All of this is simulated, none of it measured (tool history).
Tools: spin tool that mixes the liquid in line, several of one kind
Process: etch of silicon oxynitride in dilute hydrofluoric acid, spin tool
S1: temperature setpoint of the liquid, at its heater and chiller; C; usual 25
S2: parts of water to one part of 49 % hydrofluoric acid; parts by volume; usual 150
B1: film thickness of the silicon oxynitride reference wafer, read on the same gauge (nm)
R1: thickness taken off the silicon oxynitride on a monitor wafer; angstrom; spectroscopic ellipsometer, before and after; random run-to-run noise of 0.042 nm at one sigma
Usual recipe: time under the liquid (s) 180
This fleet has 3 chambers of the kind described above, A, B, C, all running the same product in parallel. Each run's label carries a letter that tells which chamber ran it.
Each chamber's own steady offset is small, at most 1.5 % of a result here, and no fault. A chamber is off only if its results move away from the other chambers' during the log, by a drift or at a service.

{"run": "1C", "hour": 7.2, "S1": 25, "S2": 150, "time under the liquid (s)": 180, "B1": 79.983, "R1": 53.841}
{"run": "2A", "hour": 20.2, "S1": 25, "S2": 150, "time under the liquid (s)": 180, "B1": 79.998, "R1": 52.88}
{"run": "3B", "hour": 34.6, "S1": 25, "S2": 150, "time under the liquid (s)": 180, "B1": 80.043, "R1": 54.157}
{"run": "4C", "hour": 50.0, "S1": 25, "S2": 150, "time under the liquid (s)": 180, "B1": 79.993, "R1": 53.508}
{"run": "5B", "hour": 64.5, "S1": 25, "S2": 150, "time under the liquid (s)": 180, "B1": 80.005, "R1": 54.529}
{"run": "6A", "hour": 77.6, "S1": 21.5, "S2": 150, "time under the liquid (s)": 255, "B1": 80.025, "R1": 64.384}
{"run": "7B", "hour": 92.3, "S1": 21.5, "S2": 150, "time under the liquid (s)": 255, "B1": 79.995, "R1": 66.567}
{"hour": 97.5, "done": "chamber A: thermometer replaced"}
{"run": "8C", "hour": 106.6, "S1": 21.5, "S2": 150, "time under the liquid (s)": 255, "B1": 79.958, "R1": 64.885}
{"run": "9A", "hour": 115.1, "S1": 25, "S2": 150, "time under the liquid (s)": 180, "B1": 80.005, "R1": 54.367}
{"run": "10C", "hour": 123.2, "S1": 25, "S2": 150, "time under the liquid (s)": 180, "B1": 80.018, "R1": 52.478}
{"run": "11A", "hour": 138.4, "S1": 20.5, "S2": 125, "time under the liquid (s)": 180, "B1": 80.009, "R1": 53.507}
{"run": "12B", "hour": 149.2, "S1": 20.5, "S2": 125, "time under the liquid (s)": 180, "B1": 80.01, "R1": 53.548}
{"run": "13B", "hour": 161.1, "S1": 20.5, "S2": 125, "time under the liquid (s)": 180, "B1": 79.993, "R1": 53.76}
{"hour": 170.1, "done": "chamber C: hydrofluoric acid flow meter replaced"}
{"run": "14C", "hour": 174.1, "S1": 25, "S2": 150, "time under the liquid (s)": 180, "B1": 79.992, "R1": 51.45}
{"run": "15A", "hour": 184.8, "S1": 25, "S2": 150, "time under the liquid (s)": 180, "B1": 79.995, "R1": 54.314}
{"run": "16A", "hour": 197.4, "S1": 25, "S2": 150, "time under the liquid (s)": 180, "B1": 80.007, "R1": 53.351}
{"run": "17C", "hour": 208.0, "S1": 25, "S2": 150, "time under the liquid (s)": 180, "B1": 80.002, "R1": 50.589}
{"run": "18B", "hour": 221.6, "S1": 25, "S2": 150, "time under the liquid (s)": 180, "B1": 80.026, "R1": 54.373}
{"run": "19B", "hour": 229.4, "S1": 25, "S2": 150, "time under the liquid (s)": 180, "B1": 80.007, "R1": 54.063}
{"run": "20A", "hour": 237.8, "S1": 25, "S2": 85, "time under the liquid (s)": 115, "B1": 80.011, "R1": 63.814}
{"run": "21C", "hour": 250.4, "S1": 25, "S2": 85, "time under the liquid (s)": 115, "B1": 80.021, "R1": 57.975}
{"run": "22C", "hour": 260.8, "S1": 25, "S2": 85, "time under the liquid (s)": 115, "B1": 79.988, "R1": 57.931}

One chamber off, gauge drift, or nothing amiss beyond the chambers' own small offsets? If it is a chamber, which one, and what is the likeliest cause?

Little by little, chamber C moves away from the other chambers.
Cause: liquid colder than its thermometer reads (K) = 2.37.

Chamber C could run next with any of the 4 candidate recipes listed below; each alters the usual settings, and their results appear as question marks. Which one brings its results back in line with what the other chambers deliver on the usual settings?
In-line tolerance around the mean of the other chambers on the usual settings: R1 1.5 angstrom
{"run": "23C-1", "hour": 272.3, "S1": 24.5, "S2": 160, "time under the liquid (s)": 160, "R1": "?"}
{"run": "23C-2", "hour": 272.3, "S1": 24.5, "S2": 160, "time under the liquid (s)": 180, "R1": "?"}
{"run": "23C-3", "hour": 272.3, "S1": 27.5, "S2": 150, "time under the liquid (s)": 180, "R1": "?"}
{"run": "23C-4", "hour": 272.3, "S1": 25.5, "S2": 125, "time under the liquid (s)": 180, "R1": "?"}

Other chambers, usual settings, mean: R1 53.829 angstrom
run=23C-1 R1=39.226
run=23C-2 R1=44.13
run=23C-3 R1=54.417
run=23C-4 R1=60.869
23C-3 puts the chamber back in line with the other chambers.
